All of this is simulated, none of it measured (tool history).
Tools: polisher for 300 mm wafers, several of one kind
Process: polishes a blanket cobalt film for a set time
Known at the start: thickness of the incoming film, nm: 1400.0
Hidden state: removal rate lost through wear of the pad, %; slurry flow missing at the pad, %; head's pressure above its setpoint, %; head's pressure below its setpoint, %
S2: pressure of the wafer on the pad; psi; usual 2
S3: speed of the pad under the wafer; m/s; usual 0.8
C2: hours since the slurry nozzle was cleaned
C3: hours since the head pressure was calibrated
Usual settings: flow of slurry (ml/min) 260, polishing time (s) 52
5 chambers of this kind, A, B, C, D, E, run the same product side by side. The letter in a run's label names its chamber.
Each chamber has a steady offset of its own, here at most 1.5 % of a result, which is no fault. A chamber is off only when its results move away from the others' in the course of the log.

run 1C day=0.562 | flow_of_slurry_(ml/min)=260 S2=2 S3=0.8 polishing_time_(s)=52 | wafers_polished_on_this_pad=260 C2=509 C3=370.9 | film_removed_(angstrom)=1893.4
-- day=1.033 chamber B: head pressure recalibrated
run 2B day=1.158 | flow_of_slurry_(ml/min)=260 S2=2 S3=0.8 polishing_time_(s)=52 | wafers_polished_on_this_pad=843 C2=175.5 C3=3 | film_removed_(angstrom)=1959.1
run 3E day=1.529 | flow_of_slurry_(ml/min)=260 S2=2 S3=0.8 polishing_time_(s)=52 | wafers_polished_on_this_pad=633 C2=716.8 C3=1158.3 | film_removed_(angstrom)=1877
-- day=1.938 chamber A: worn pad replaced by a new one
run 4D day=2.112 | flow_of_slurry_(ml/min)=260 S2=2 S3=0.8 polishing_time_(s)=52 | wafers_polished_on_this_pad=1255 C2=609.2 C3=879.4 | film_removed_(angstrom)=1824.3
-- day=2.325 chamber B: worn pad replaced by a new one
-- day=2.358 chamber D: worn pad replaced by a new one
run 5A day=2.471 | flow_of_slurry_(ml/min)=260 S2=2 S3=0.8 polishing_time_(s)=52 | wafers_polished_on_this_pad=153 C2=476.7 C3=93.4 | film_removed_(angstrom)=1837
run 6A day=3.104 | flow_of_slurry_(ml/min)=260 S2=2 S3=0.8 polishing_time_(s)=52 | wafers_polished_on_this_pad=335 C2=491.9 C3=108.6 | film_removed_(angstrom)=1905
-- day=3.167 chamber E: worn pad replaced by a new one
-- day=3.296 chamber B: slurry nozzle cleaned
-- day=3.425 chamber C: worn pad replaced by a new one
run 7B day=3.562 | flow_of_slurry_(ml/min)=260 S2=2 S3=0.8 polishing_time_(s)=52 | wafers_polished_on_this_pad=356 C2=6.4 C3=60.7 | film_removed_(angstrom)=1907
run 8C day=4.05 | flow_of_slurry_(ml/min)=260 S2=2 S3=0.8 polishing_time_(s)=52 | wafers_polished_on_this_pad=179 C2=592.7 C3=454.6 | film_removed_(angstrom)=1925.1
-- day=4.342 chamber E: slurry nozzle cleaned
run 9D day=4.604 | flow_of_slurry_(ml/min)=260 S2=2 S3=0.8 polishing_time_(s)=52 | wafers_polished_on_this_pad=646 C2=669 C3=939.2 | film_removed_(angstrom)=1835.6
-- day=4.933 chamber D: slurry nozzle cleaned
run 10E day=5.196 | flow_of_slurry_(ml/min)=260 S2=2 S3=0.8 polishing_time_(s)=52 | wafers_polished_on_this_pad=583 C2=20.6 C3=1246.3 | film_removed_(angstrom)=1898.2
run 11B day=5.533 | flow_of_slurry_(ml/min)=260 S2=2 S3=0.8 polishing_time_(s)=52 | wafers_polished_on_this_pad=922 C2=53.7 C3=108 | film_removed_(angstrom)=1858.7
-- day=6.025 chamber A: worn pad replaced by a new one
-- day=6.079 chamber B: worn pad replaced by a new one
run 12E day=6.125 | flow_of_slurry_(ml/min)=260 S2=2 S3=0.8 polishing_time_(s)=38 | wafers_polished_on_this_pad=850 C2=42.9 C3=1268.6 | film_removed_(angstrom)=1400.9
-- day=6.233 chamber C: slurry nozzle cleaned
run 13A day=6.621 | flow_of_slurry_(ml/min)=260 S2=2 S3=0.8 polishing_time_(s)=38 | wafers_polished_on_this_pad=172 C2=576.3 C3=193 | film_removed_(angstrom)=1336.2
-- day=6.771 chamber C: worn pad replaced by a new one
-- day=7 chamber E: worn pad replaced by a new one
-- day=7.125 chamber D: worn pad replaced by a new one
run 14D day=7.238 | flow_of_slurry_(ml/min)=260 S2=2 S3=0.8 polishing_time_(s)=38 | wafers_polished_on_this_pad=32 C2=55.3 C3=1002.4 | film_removed_(angstrom)=1348.9
run 15C day=7.604 | flow_of_slurry_(ml/min)=260 S2=2 S3=0.8 polishing_time_(s)=38 | wafers_polished_on_this_pad=239 C2=32.9 C3=539.9 | film_removed_(angstrom)=1363
-- day=7.646 chamber A: slurry nozzle cleaned
run 16B day=8.129 | flow_of_slurry_(ml/min)=260 S2=2 S3=0.8 polishing_time_(s)=38 | wafers_polished_on_this_pad=589 C2=116 C3=170.3 | film_removed_(angstrom)=1389
-- day=8.3 chamber E: head pressure recalibrated
run 17E day=8.471 | flow_of_slurry_(ml/min)=260 S2=2 S3=0.8 polishing_time_(s)=52 | wafers_polished_on_this_pad=423 C2=99.2 C3=4.2 | film_removed_(angstrom)=1853.7
run 18C day=8.846 | flow_of_slurry_(ml/min)=260 S2=2 S3=0.8 polishing_time_(s)=52 | wafers_polished_on_this_pad=596 C2=62.7 C3=569.7 | film_removed_(angstrom)=1791.2
-- day=9.192 chamber A: worn pad replaced by a new one
run 19D day=9.458 | flow_of_slurry_(ml/min)=260 S2=2 S3=0.8 polishing_time_(s)=52 | wafers_polished_on_this_pad=670 C2=108.6 C3=1055.7 | film_removed_(angstrom)=1887
-- day=9.771 chamber B: worn pad replaced by a new one
run 20A day=9.854 | flow_of_slurry_(ml/min)=260 S2=2 S3=0.8 polishing_time_(s)=52 | wafers_polished_on_this_pad=190 C2=53 C3=270.6 | film_removed_(angstrom)=1896.3
run 21E day=10.35 | flow_of_slurry_(ml/min)=260 S2=2 S3=0.8 polishing_time_(s)=52 | wafers_polished_on_this_pad=963 C2=144.3 C3=49.3 | film_removed_(angstrom)=1912.5
-- day=10.612 chamber C: worn pad replaced by a new one
run 22A day=10.675 | flow_of_slurry_(ml/min)=260 S2=2 S3=0.8 polishing_time_(s)=52 | wafers_polished_on_this_pad=426 C2=72.7 C3=290.3 | film_removed_(angstrom)=1926.4
-- day=10.679 chamber E: worn pad replaced by a new one
run 23B day=11.029 | flow_of_slurry_(ml/min)=260 S2=2 S3=0.8 polishing_time_(s)=52 | wafers_polished_on_this_pad=362 C2=185.6 C3=239.9 | film_removed_(angstrom)=1873.3
-- day=11.646 chamber D: worn pad replaced by a new one
run 24D day=11.646 | flow_of_slurry_(ml/min)=260 S2=2 S3=0.8 polishing_time_(s)=52 | wafers_polished_on_this_pad=0 C2=161.1 C3=1108.2 | film_removed_(angstrom)=1917
run 25C day=11.996 | flow_of_slurry_(ml/min)=260 S2=2 S3=0.8 polishing_time_(s)=52 | wafers_polished_on_this_pad=398 C2=138.3 C3=645.3 | film_removed_(angstrom)=1803.2
-- day=12.133 chamber B: slurry nozzle cleaned
run 26D day=12.271 | flow_of_slurry_(ml/min)=260 S2=2 S3=0.8 polishing_time_(s)=52 | wafers_polished_on_this_pad=180 C2=176.1 C3=1123.2 | film_removed_(angstrom)=1886.5
run 27B day=12.833 | flow_of_slurry_(ml/min)=260 S2=2 S3=0.8 polishing_time_(s)=52 | wafers_polished_on_this_pad=880 C2=16.9 C3=283.2 | film_removed_(angstrom)=1881.6
-- day=12.962 chamber B: worn pad replaced by a new one
-- day=13.1 chamber A: worn pad replaced by a new one
run 28E day=13.388 | flow_of_slurry_(ml/min)=260 S2=2 S3=0.8 polishing_time_(s)=52 | wafers_polished_on_this_pad=778 C2=217.2 C3=122.2 | film_removed_(angstrom)=1892.5
run 29C day=13.838 | flow_of_slurry_(ml/min)=260 S2=2 S3=0.8 polishing_time_(s)=52 | wafers_polished_on_this_pad=927 C2=182.5 C3=689.5 | film_removed_(angstrom)=1762.7
-- day=13.962 chamber C: worn pad replaced by a new one
-- day=14.229 chamber E: worn pad replaced by a new one
run 30A day=14.408 | flow_of_slurry_(ml/min)=175 S2=2 S3=0.8 polishing_time_(s)=60 | wafers_polished_on_this_pad=375 C2=162.3 C3=379.9 | film_removed_(angstrom)=2048.3
run 31B day=15.029 | flow_of_slurry_(ml/min)=175 S2=2 S3=0.8 polishing_time_(s)=60 | wafers_polished_on_this_pad=594 C2=69.6 C3=335.9 | film_removed_(angstrom)=2048.4
run 32E day=15.592 | flow_of_slurry_(ml/min)=175 S2=2 S3=0.8 polishing_time_(s)=60 | wafers_polished_on_this_pad=391 C2=270.1 C3=175.1 | film_removed_(angstrom)=2078.7
run 33C day=15.992 | flow_of_slurry_(ml/min)=175 S2=2 S3=0.8 polishing_time_(s)=60 | wafers_polished_on_this_pad=583 C2=234.2 C3=741.2 | film_removed_(angstrom)=1951.5
-- day=16.188 chamber A: worn pad replaced by a new one
run 34D day=16.396 | flow_of_slurry_(ml/min)=175 S2=2 S3=0.8 polishing_time_(s)=60 | wafers_polished_on_this_pad=1365 C2=275.1 C3=1222.2 | film_removed_(angstrom)=2011.4
-- day=16.458 chamber D: worn pad replaced by a new one
-- day=16.638 chamber B: worn pad replaced by a new one
run 35A day=16.733 | flow_of_slurry_(ml/min)=260 S2=2 S3=0.8 polishing_time_(s)=52 | wafers_polished_on_this_pad=157 C2=218.1 C3=435.7 | film_removed_(angstrom)=1888.8
run 36D day=17.05 | flow_of_slurry_(ml/min)=260 S2=2 S3=0.8 polishing_time_(s)=52 | wafers_polished_on_this_pad=170 C2=290.8 C3=1237.9 | film_removed_(angstrom)=1906.8
run 37A day=17.675 | flow_of_slurry_(ml/min)=315 S2=2 S3=0.8 polishing_time_(s)=52 | wafers_polished_on_this_pad=427 C2=240.7 C3=458.3 | film_removed_(angstrom)=1925.9
run 38B day=18.108 | flow_of_slurry_(ml/min)=315 S2=2 S3=0.8 polishing_time_(s)=52 | wafers_polished_on_this_pad=422 C2=143.5 C3=409.8 | film_removed_(angstrom)=1915.3

What goes on in this fleet: one chamber off, a drifting gauge, or nothing beyond the chambers' own small offsets? Name the chamber and the cause, if any.

Chamber C drifts away from the others.
Cause: head's pressure below its setpoint, % = 9.84.

Here are 4 candidates for chamber C's next run, each the usual settings with a change, their results left as question marks. Which one brings its results back in line with what the others give on the usual settings?
In line means no further than this from the other chambers' mean on the usual settings: film removed (angstrom) 91
run 39C-1 day=18.562 | flow_of_slurry_(ml/min)=265 S2=2 S3=0.8 polishing_time_(s)=58 | film_removed_(angstrom)=?
run 39C-2 day=18.562 | flow_of_slurry_(ml/min)=260 S2=2.1 S3=0.86 polishing_time_(s)=56 | film_removed_(angstrom)=?
run 39C-3 day=18.562 | flow_of_slurry_(ml/min)=260 S2=1.9 S3=0.76 polishing_time_(s)=52 | film_removed_(angstrom)=?
run 39C-4 day=18.562 | flow_of_slurry_(ml/min)=260 S2=1.9 S3=0.74 polishing_time_(s)=49 | film_removed_(angstrom)=?

The other chambers' mean on the usual settings: film removed (angstrom) 1884.9
run=39C-1 film_removed_(angstrom)=1874
run=39C-2 film_removed_(angstrom)=2036.6
run=39C-3 film_removed_(angstrom)=1514.3
run=39C-4 film_removed_(angstrom)=1389.8
39C-1 brings the chamber back in line.
